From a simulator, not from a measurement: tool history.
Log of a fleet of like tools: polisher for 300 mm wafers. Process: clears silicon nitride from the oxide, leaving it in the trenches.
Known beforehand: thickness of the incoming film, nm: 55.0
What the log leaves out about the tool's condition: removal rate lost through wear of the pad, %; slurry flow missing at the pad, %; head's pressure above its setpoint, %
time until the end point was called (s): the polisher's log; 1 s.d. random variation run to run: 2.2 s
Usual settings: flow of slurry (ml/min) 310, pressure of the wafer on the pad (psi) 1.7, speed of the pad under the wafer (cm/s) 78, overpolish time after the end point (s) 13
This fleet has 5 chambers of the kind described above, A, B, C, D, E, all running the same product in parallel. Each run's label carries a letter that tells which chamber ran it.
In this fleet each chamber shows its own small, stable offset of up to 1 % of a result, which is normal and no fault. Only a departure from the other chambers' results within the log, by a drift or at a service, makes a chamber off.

| run | day | flow of slurry (ml/min) | pressure of the wafer on the pad (psi) | speed of the pad under the wafer (cm/s) | overpolish time after the end point (s) | wafers polished on this pad | hours since the slurry nozzle was cleaned | hours since the head pressure was calibrated | time until the end point was called (s) |
|---|---|---|---|---|---|---|---|---|---|
|  | 0.233 | chamber E: worn pad replaced by a new one |
| 1D | 0.271 | 310 | 1.7 | 78 | 13 | 448 | 184.2 | 948.3 | 156.63 |
| 2A | 0.604 | 310 | 1.7 | 78 | 13 | 428 | 315.6 | 780.3 | 152.39 |
| 3B | 0.838 | 310 | 1.7 | 78 | 13 | 448 | 294.1 | 1042.5 | 148.11 |
|  | 0.912 | chamber B: head pressure recalibrated |
|  | 1.075 | chamber D: head pressure recalibrated |
| 4C | 1.225 | 310 | 1.7 | 78 | 13 | 285 | 73.5 | 128.5 | 150.71 |
| 5E | 1.433 | 310 | 1.7 | 78 | 13 | 166 | 290.1 | 49.6 | 153.39 |
|  | 1.579 | chamber B: worn pad replaced by a new one |
|  | 1.679 | chamber E: slurry nozzle cleaned |
| 6B | 1.692 | 310 | 1.7 | 78 | 13 | 15 | 314.6 | 18.8 | 153.18 |
| 7D | 2.067 | 310 | 1.7 | 78 | 13 | 696 | 227.3 | 23.9 | 152.69 |
| 8C | 2.362 | 310 | 1.7 | 78 | 13 | 442 | 100.8 | 155.8 | 155.24 |
| 9A | 2.692 | 310 | 1.7 | 78 | 13 | 716 | 365.7 | 830.4 | 148.8 |
|  | 2.708 | chamber A: slurry nozzle cleaned |
| 10E | 2.896 | 310 | 1.7 | 78 | 13 | 368 | 29.2 | 84.7 | 151 |
| 11A | 3.2 | 310 | 1.7 | 78 | 13 | 786 | 11.9 | 842.6 | 148.92 |
| 12C | 3.392 | 310 | 1.7 | 58 | 13 | 584 | 125.5 | 180.5 | 203.87 |
|  | 3.708 | chamber A: worn pad replaced by a new one |
| 13B | 3.733 | 310 | 1.7 | 58 | 13 | 298 | 363.6 | 67.8 | 210.45 |
|  | 4.029 | chamber C: worn pad replaced by a new one |
| 14D | 4.138 | 310 | 1.7 | 58 | 13 | 982 | 277 | 73.6 | 218.25 |
| 15E | 4.442 | 310 | 1.7 | 58 | 13 | 581 | 66.3 | 121.8 | 198.51 |
| 16B | 4.729 | 310 | 1.7 | 58 | 13 | 435 | 387.5 | 91.7 | 201.13 |
| 17D | 5.017 | 310 | 1.7 | 78 | 13 | 1104 | 298.1 | 94.7 | 163.73 |
| 18C | 5.192 | 310 | 1.7 | 78 | 13 | 160 | 168.7 | 223.7 | 153.77 |
| 19E | 5.592 | 310 | 1.7 | 78 | 13 | 740 | 93.9 | 149.4 | 150.76 |
| 20A | 5.925 | 310 | 1.7 | 78 | 13 | 306 | 77.3 | 908 | 152.95 |
| 21C | 6.129 | 310 | 1.7 | 78 | 13 | 290 | 191.2 | 246.2 | 152.02 |
|  | 6.362 | chamber B: worn pad replaced by a new one |
| 22B | 6.483 | 245 | 1.9 | 78 | 13 | 17 | 429.6 | 133.8 | 138.34 |
|  | 6.562 | chamber D: slurry nozzle cleaned |
| 23A | 6.812 | 245 | 1.9 | 78 | 13 | 429 | 98.6 | 929.3 | 140.16 |
|  | 7.188 | chamber E: worn pad replaced by a new one |
| 24E | 7.208 | 245 | 1.9 | 78 | 13 | 3 | 132.7 | 188.2 | 139.46 |
| 25D | 7.467 | 245 | 1.9 | 78 | 13 | 1442 | 21.7 | 153.5 | 149.48 |
| 26C | 7.708 | 245 | 1.9 | 78 | 13 | 508 | 229.1 | 284.1 | 136.32 |
| 27E | 8.075 | 310 | 1.7 | 78 | 13 | 122 | 153.5 | 209 | 152.61 |
| 28B | 8.371 | 310 | 1.7 | 78 | 13 | 277 | 474.9 | 179.1 | 149.77 |
| 29D | 8.571 | 310 | 1.7 | 78 | 13 | 1595 | 48.2 | 180 | 165.24 |
| 30A | 8.904 | 310 | 1.7 | 78 | 13 | 718 | 148.8 | 979.5 | 154.18 |
|  | 9.225 | chamber A: worn pad replaced by a new one |
| 31E | 9.304 | 310 | 1.3 | 68 | 13 | 292 | 183 | 238.5 | 223.64 |
| 32D | 9.554 | 310 | 1.3 | 68 | 13 | 1731 | 71.8 | 203.6 | 262.62 |
| 33A | 9.879 | 310 | 1.3 | 68 | 13 | 90 | 172.2 | 1002.9 | 225.89 |
| 34C | 10.146 | 310 | 1.3 | 68 | 13 | 845 | 287.6 | 342.6 | 229.51 |

All 5 chambers run these settings next. Forecast each chamber's results:
| 35A | 10.438 | 310 | 1.7 | 78 | 10 |  |  |  | ? |
| 35B | 10.438 | 310 | 1.7 | 78 | 10 |  |  |  | ? |
| 35C | 10.438 | 310 | 1.7 | 78 | 10 |  |  |  | ? |
| 35D | 10.438 | 310 | 1.7 | 78 | 10 |  |  |  | ? |
| 35E | 10.438 | 310 | 1.7 | 78 | 10 |  |  |  | ? |

| run | time until the end point was called (s) |
|---|---|
| 35A | 149.97 |
| 35B | 151.95 |
| 35C | 149.35 |
| 35D | 168.96 |
| 35E | 150.81 |

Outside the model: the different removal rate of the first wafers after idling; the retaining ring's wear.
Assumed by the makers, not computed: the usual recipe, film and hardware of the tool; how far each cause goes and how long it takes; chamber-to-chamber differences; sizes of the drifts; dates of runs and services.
